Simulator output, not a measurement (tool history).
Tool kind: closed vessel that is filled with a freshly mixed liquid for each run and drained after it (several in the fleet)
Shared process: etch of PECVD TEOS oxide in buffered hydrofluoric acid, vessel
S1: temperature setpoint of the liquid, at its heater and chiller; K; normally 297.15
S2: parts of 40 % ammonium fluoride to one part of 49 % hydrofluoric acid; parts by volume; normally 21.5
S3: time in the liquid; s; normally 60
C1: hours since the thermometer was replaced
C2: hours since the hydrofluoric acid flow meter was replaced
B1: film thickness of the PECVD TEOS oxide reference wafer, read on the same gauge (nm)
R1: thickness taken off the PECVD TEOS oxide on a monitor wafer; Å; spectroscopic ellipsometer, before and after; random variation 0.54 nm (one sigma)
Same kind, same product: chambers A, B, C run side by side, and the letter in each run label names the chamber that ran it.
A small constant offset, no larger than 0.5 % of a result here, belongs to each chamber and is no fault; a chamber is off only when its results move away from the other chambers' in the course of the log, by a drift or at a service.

Run 1A, hour 12.1: usual settings; C1 1227.5; C2 1494.8; B1 70.004. Result: R1 637.72 Å.
Run 2C, hour 20.3: usual settings; C1 1330.7; C2 1028.5; B1 69.992. Result: R1 640.00 Å.
Run 3B, hour 33.4: usual settings; C1 240.8; C2 39.6; B1 70.004. Result: R1 663.44 Å.
At hour 34.0: chamber A: thermometer replaced.
Run 4C, hour 47.0: usual settings; C1 1357.4; C2 1055.2; B1 70.030. Result: R1 642.90 Å.
Run 5B, hour 57.8: usual settings; C1 265.2; C2 64.0; B1 69.991. Result: R1 658.37 Å.
At hour 70.1: chamber C: thermometer replaced.
Run 6A, hour 70.6: usual settings; C1 36.7; C2 1553.3; B1 70.008. Result: R1 639.08 Å.
Run 7B, hour 83.8: usual settings; C1 291.2; C2 90.0; B1 70.017. Result: R1 640.08 Å.
Run 8C, hour 93.4: usual settings; C1 23.3; C2 1101.6; B1 69.999. Result: R1 637.10 Å.
Run 9A, hour 104.6: usual settings but S3 40 s; C1 70.7; C2 1587.3; B1 70.012. Result: R1 429.90 Å.
Run 10A, hour 118.5: usual settings but S3 40 s; C1 84.6; C2 1601.2; B1 69.994. Result: R1 428.80 Å.
Run 11C, hour 130.4: usual settings but S3 40 s; C1 60.3; C2 1138.6; B1 69.991. Result: R1 430.64 Å.
Run 12B, hour 141.6: usual settings; C1 349.0; C2 147.8; B1 70.004. Result: R1 648.78 Å.
At hour 151.9: chamber C: hydrofluoric acid flow meter replaced.
Run 13B, hour 152.8: usual settings; C1 360.2; C2 159.0; B1 70.007. Result: R1 647.04 Å.
At hour 158.2: chamber A: hydrofluoric acid flow meter replaced.
Run 14C, hour 163.2: usual settings; C1 93.1; C2 11.3; B1 69.960. Result: R1 645.41 Å.
Run 15A, hour 175.3: usual settings; C1 141.4; C2 17.2; B1 69.991. Result: R1 650.44 Å.
Run 16B, hour 183.7: usual settings; C1 391.1; C2 189.9; B1 69.988. Result: R1 629.66 Å.
Run 17C, hour 196.0: usual settings; C1 125.9; C2 44.1; B1 70.007. Result: R1 648.02 Å.
Run 18A, hour 207.6: usual settings; C1 173.7; C2 49.5; B1 69.984. Result: R1 653.97 Å.
Run 19C, hour 216.0: usual settings but S3 90 s; C1 145.9; C2 64.1; B1 69.995. Result: R1 967.66 Å.
Run 20B, hour 227.7: usual settings but S3 90 s; C1 435.1; C2 233.9; B1 70.018. Result: R1 928.42 Å.
Run 21A, hour 234.9: usual settings but S3 90 s; C1 201.0; C2 76.8; B1 69.989. Result: R1 955.23 Å.
Run 22C, hour 245.0: usual settings; C1 174.9; C2 93.1; B1 69.994. Result: R1 648.09 Å.
Run 23B, hour 260.3: usual settings but S3 90 s; C1 467.7; C2 266.5; B1 70.013. Result: R1 923.66 Å.
Run 24A, hour 268.1: usual settings but S3 90 s; C1 234.2; C2 110.0; B1 69.995. Result: R1 972.49 Å.
Run 25C, hour 277.0: usual settings but S3 90 s; C1 206.9; C2 125.1; B1 69.990. Result: R1 972.00 Å.
Run 26B, hour 285.7: usual settings; C1 493.1; C2 291.9; B1 70.005. Result: R1 605.22 Å.
Run 27A, hour 294.1: usual settings; C1 260.2; C2 136.0; B1 70.005. Result: R1 657.35 Å.
Run 28B, hour 304.0: usual settings; C1 511.4; C2 310.2; B1 69.980. Result: R1 612.67 Å.
Run 29A, hour 312.1: usual settings but S1 294.65 K, S2 27.0 parts by volume; C1 278.2; C2 154.0; B1 69.989. Result: R1 482.03 Å.

Is one chamber off against the others, does the gauge drift, or is nothing wrong? If a chamber is off, say which, and what the likeliest cause is.

Little by little, chamber B moves away from the other chambers.
Cause: liquid colder than its thermometer reads (K) = 1.2.
The log might look much the same if the cause were instead: hydrofluoric acid flow below the setpoint (%).

Below are 4 candidate recipes for chamber B's next run, each the usual settings with a change, their results shown as question marks. Which of them brings B's results back in line with what the other chambers give on the usual settings?
Counts as in line when no further than this from what the other chambers average on the usual settings: R1 19.00 Å
Run 30B-1, hour 323.2: usual settings but S1 296.65 K, S2 22.5 parts by volume. Result: R1 ?.
Run 30B-2, hour 323.2: usual settings but S2 22.5 parts by volume, S3 55 s. Result: R1 ?.
Run 30B-3, hour 323.2: usual settings but S1 297.65 K, S2 21.0 parts by volume, S3 65 s. Result: R1 ?.
Run 30B-4, hour 323.2: usual settings but S1 297.65 K, S2 20.5 parts by volume. Result: R1 ?.

Mean of the other chambers on the usual settings: R1 646.99 Å
  run      R1
30B-1  569.69
30B-2  536.56
30B-3  682.69
30B-4  640.57
The answer is 30B-4, which returns the chamber to within the allowed miss of the others.

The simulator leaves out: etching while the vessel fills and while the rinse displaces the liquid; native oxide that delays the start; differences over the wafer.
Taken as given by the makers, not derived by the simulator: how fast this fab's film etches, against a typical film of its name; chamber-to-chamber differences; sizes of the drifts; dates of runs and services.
